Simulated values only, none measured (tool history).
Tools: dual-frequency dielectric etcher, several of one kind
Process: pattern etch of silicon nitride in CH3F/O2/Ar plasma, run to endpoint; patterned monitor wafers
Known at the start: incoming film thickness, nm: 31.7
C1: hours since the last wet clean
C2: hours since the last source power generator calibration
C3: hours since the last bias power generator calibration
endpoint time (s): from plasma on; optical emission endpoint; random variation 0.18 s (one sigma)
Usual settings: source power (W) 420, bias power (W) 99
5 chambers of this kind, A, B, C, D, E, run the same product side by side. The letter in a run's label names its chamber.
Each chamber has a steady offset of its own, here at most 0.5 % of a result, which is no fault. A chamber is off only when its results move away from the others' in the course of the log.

{"run": "1D", "hour": 4.0, "source power (W)": 420, "bias power (W)": 99, "C1": 27.4, "C2": 612.0, "C3": 2375.9, "endpoint time (s)": 40.12}
{"run": "2C", "hour": 6.4, "source power (W)": 420, "bias power (W)": 99, "C1": 450.8, "C2": 1051.5, "C3": 22.9, "endpoint time (s)": 40.226}
{"run": "3E", "hour": 11.2, "source power (W)": 420, "bias power (W)": 99, "C1": 399.1, "C2": 1084.8, "C3": 1232.1, "endpoint time (s)": 40.183}
{"run": "4A", "hour": 14.6, "source power (W)": 420, "bias power (W)": 99, "C1": 19.1, "C2": 763.6, "C3": 2122.8, "endpoint time (s)": 40.316}
{"run": "5B", "hour": 18.2, "source power (W)": 420, "bias power (W)": 99, "C1": 495.4, "C2": 1050.4, "C3": 3389.6, "endpoint time (s)": 40.068}
{"run": "6C", "hour": 21.8, "source power (W)": 420, "bias power (W)": 99, "C1": 466.2, "C2": 1066.9, "C3": 38.3, "endpoint time (s)": 40.241}
{"run": "7D", "hour": 26.3, "source power (W)": 420, "bias power (W)": 99, "C1": 49.7, "C2": 634.3, "C3": 2398.2, "endpoint time (s)": 39.907}
{"run": "8E", "hour": 29.4, "source power (W)": 420, "bias power (W)": 99, "C1": 417.3, "C2": 1103.0, "C3": 1250.3, "endpoint time (s)": 40.504}
{"run": "9A", "hour": 33.5, "source power (W)": 420, "bias power (W)": 99, "C1": 38.0, "C2": 782.5, "C3": 2141.7, "endpoint time (s)": 40.107}
{"run": "10B", "hour": 36.9, "source power (W)": 420, "bias power (W)": 99, "C1": 514.1, "C2": 1069.1, "C3": 3408.3, "endpoint time (s)": 40.254}
{"run": "11D", "hour": 39.0, "source power (W)": 420, "bias power (W)": 99, "C1": 62.4, "C2": 647.0, "C3": 2410.9, "endpoint time (s)": 40.244}
{"run": "12A", "hour": 41.8, "source power (W)": 420, "bias power (W)": 99, "C1": 46.3, "C2": 790.8, "C3": 2150.0, "endpoint time (s)": 39.721}
{"run": "13B", "hour": 44.7, "source power (W)": 420, "bias power (W)": 115, "C1": 521.9, "C2": 1076.9, "C3": 3416.1, "endpoint time (s)": 38.159}
{"run": "14E", "hour": 46.9, "source power (W)": 420, "bias power (W)": 115, "C1": 434.8, "C2": 1120.5, "C3": 1267.8, "endpoint time (s)": 38.229}
{"run": "15C", "hour": 50.5, "source power (W)": 420, "bias power (W)": 115, "C1": 494.9, "C2": 1095.6, "C3": 67.0, "endpoint time (s)": 38.383}
{"run": "16B", "hour": 54.5, "source power (W)": 420, "bias power (W)": 115, "C1": 531.7, "C2": 1086.7, "C3": 3425.9, "endpoint time (s)": 37.909}
{"hour": 55.8, "done": "chamber E: wet clean of the chamber"}
{"hour": 56.4, "done": "chamber C: wet clean of the chamber"}
{"run": "17D", "hour": 59.1, "source power (W)": 420, "bias power (W)": 115, "C1": 82.5, "C2": 667.1, "C3": 2431.0, "endpoint time (s)": 37.886}
{"hour": 62.8, "done": "chamber B: wet clean of the chamber"}
{"run": "18C", "hour": 63.0, "source power (W)": 420, "bias power (W)": 99, "C1": 6.6, "C2": 1108.1, "C3": 79.5, "endpoint time (s)": 40.546}
{"run": "19E", "hour": 67.0, "source power (W)": 420, "bias power (W)": 110, "C1": 11.2, "C2": 1140.6, "C3": 1287.9, "endpoint time (s)": 38.481}
{"run": "20A", "hour": 70.7, "source power (W)": 420, "bias power (W)": 110, "C1": 75.2, "C2": 819.7, "C3": 2178.9, "endpoint time (s)": 38.81}
{"run": "21A", "hour": 75.1, "source power (W)": 420, "bias power (W)": 110, "C1": 79.6, "C2": 824.1, "C3": 2183.3, "endpoint time (s)": 38.437}
{"run": "22C", "hour": 79.0, "source power (W)": 420, "bias power (W)": 110, "C1": 22.6, "C2": 1124.1, "C3": 95.5, "endpoint time (s)": 38.941}
{"run": "23E", "hour": 83.7, "source power (W)": 420, "bias power (W)": 110, "C1": 27.9, "C2": 1157.3, "C3": 1304.6, "endpoint time (s)": 38.385}
{"run": "24B", "hour": 85.8, "source power (W)": 420, "bias power (W)": 99, "C1": 23.0, "C2": 1118.0, "C3": 3457.2, "endpoint time (s)": 42.08}
{"run": "25D", "hour": 89.4, "source power (W)": 420, "bias power (W)": 99, "C1": 112.8, "C2": 697.4, "C3": 2461.3, "endpoint time (s)": 40.06}
{"run": "26C", "hour": 93.1, "source power (W)": 420, "bias power (W)": 99, "C1": 36.7, "C2": 1138.2, "C3": 109.6, "endpoint time (s)": 40.714}
{"run": "27E", "hour": 95.6, "source power (W)": 420, "bias power (W)": 99, "C1": 39.8, "C2": 1169.2, "C3": 1316.5, "endpoint time (s)": 40.174}
{"run": "28B", "hour": 99.8, "source power (W)": 420, "bias power (W)": 99, "C1": 37.0, "C2": 1132.0, "C3": 3471.2, "endpoint time (s)": 42.409}
{"run": "29D", "hour": 102.9, "source power (W)": 420, "bias power (W)": 99, "C1": 126.3, "C2": 710.9, "C3": 2474.8, "endpoint time (s)": 40.181}
{"run": "30A", "hour": 105.4, "source power (W)": 420, "bias power (W)": 99, "C1": 109.9, "C2": 854.4, "C3": 2213.6, "endpoint time (s)": 40.008}
{"run": "31E", "hour": 109.3, "source power (W)": 320, "bias power (W)": 112, "C1": 53.5, "C2": 1182.9, "C3": 1330.2, "endpoint time (s)": 42.235}
{"run": "32A", "hour": 114.0, "source power (W)": 320, "bias power (W)": 112, "C1": 118.5, "C2": 863.0, "C3": 2222.2, "endpoint time (s)": 42.402}
{"run": "33C", "hour": 117.9, "source power (W)": 320, "bias power (W)": 112, "C1": 61.5, "C2": 1163.0, "C3": 134.4, "endpoint time (s)": 42.715}
{"run": "34B", "hour": 122.0, "source power (W)": 320, "bias power (W)": 112, "C1": 59.2, "C2": 1154.2, "C3": 3493.4, "endpoint time (s)": 44.863}
{"run": "35D", "hour": 126.6, "source power (W)": 320, "bias power (W)": 112, "C1": 150.0, "C2": 734.6, "C3": 2498.5, "endpoint time (s)": 42.23}
{"run": "36E", "hour": 131.3, "source power (W)": 420, "bias power (W)": 99, "C1": 75.5, "C2": 1204.9, "C3": 1352.2, "endpoint time (s)": 39.776}
{"run": "37A", "hour": 133.9, "source power (W)": 420, "bias power (W)": 99, "C1": 138.4, "C2": 882.9, "C3": 2242.1, "endpoint time (s)": 40.048}
{"run": "38B", "hour": 137.5, "source power (W)": 420, "bias power (W)": 99, "C1": 74.7, "C2": 1169.7, "C3": 3508.9, "endpoint time (s)": 42.226}
{"run": "39C", "hour": 140.0, "source power (W)": 420, "bias power (W)": 99, "C1": 83.6, "C2": 1185.1, "C3": 156.5, "endpoint time (s)": 40.67}
{"run": "40D", "hour": 142.7, "source power (W)": 420, "bias power (W)": 99, "C1": 166.1, "C2": 750.7, "C3": 2514.6, "endpoint time (s)": 39.934}
{"run": "41B", "hour": 144.9, "source power (W)": 420, "bias power (W)": 99, "C1": 82.1, "C2": 1177.1, "C3": 3516.3, "endpoint time (s)": 42.353}
{"run": "42A", "hour": 147.9, "source power (W)": 420, "bias power (W)": 99, "C1": 152.4, "C2": 896.9, "C3": 2256.1, "endpoint time (s)": 40.424}
{"run": "43C", "hour": 152.2, "source power (W)": 420, "bias power (W)": 99, "C1": 95.8, "C2": 1197.3, "C3": 168.7, "endpoint time (s)": 40.386}

Next, every chamber runs the same settings. What will each give?
{"run": "44A", "hour": 155.6, "source power (W)": 450, "bias power (W)": 99, "endpoint time (s)": "?"}
{"run": "44B", "hour": 155.6, "source power (W)": 450, "bias power (W)": 99, "endpoint time (s)": "?"}
{"run": "44C", "hour": 155.6, "source power (W)": 450, "bias power (W)": 99, "endpoint time (s)": "?"}
{"run": "44D", "hour": 155.6, "source power (W)": 450, "bias power (W)": 99, "endpoint time (s)": "?"}
{"run": "44E", "hour": 155.6, "source power (W)": 450, "bias power (W)": 99, "endpoint time (s)": "?"}

run=44A endpoint_time_(s)=39.087
run=44B endpoint_time_(s)=41.186
run=44C endpoint_time_(s)=39.410
run=44D endpoint_time_(s)=39.038
run=44E endpoint_time_(s)=38.949

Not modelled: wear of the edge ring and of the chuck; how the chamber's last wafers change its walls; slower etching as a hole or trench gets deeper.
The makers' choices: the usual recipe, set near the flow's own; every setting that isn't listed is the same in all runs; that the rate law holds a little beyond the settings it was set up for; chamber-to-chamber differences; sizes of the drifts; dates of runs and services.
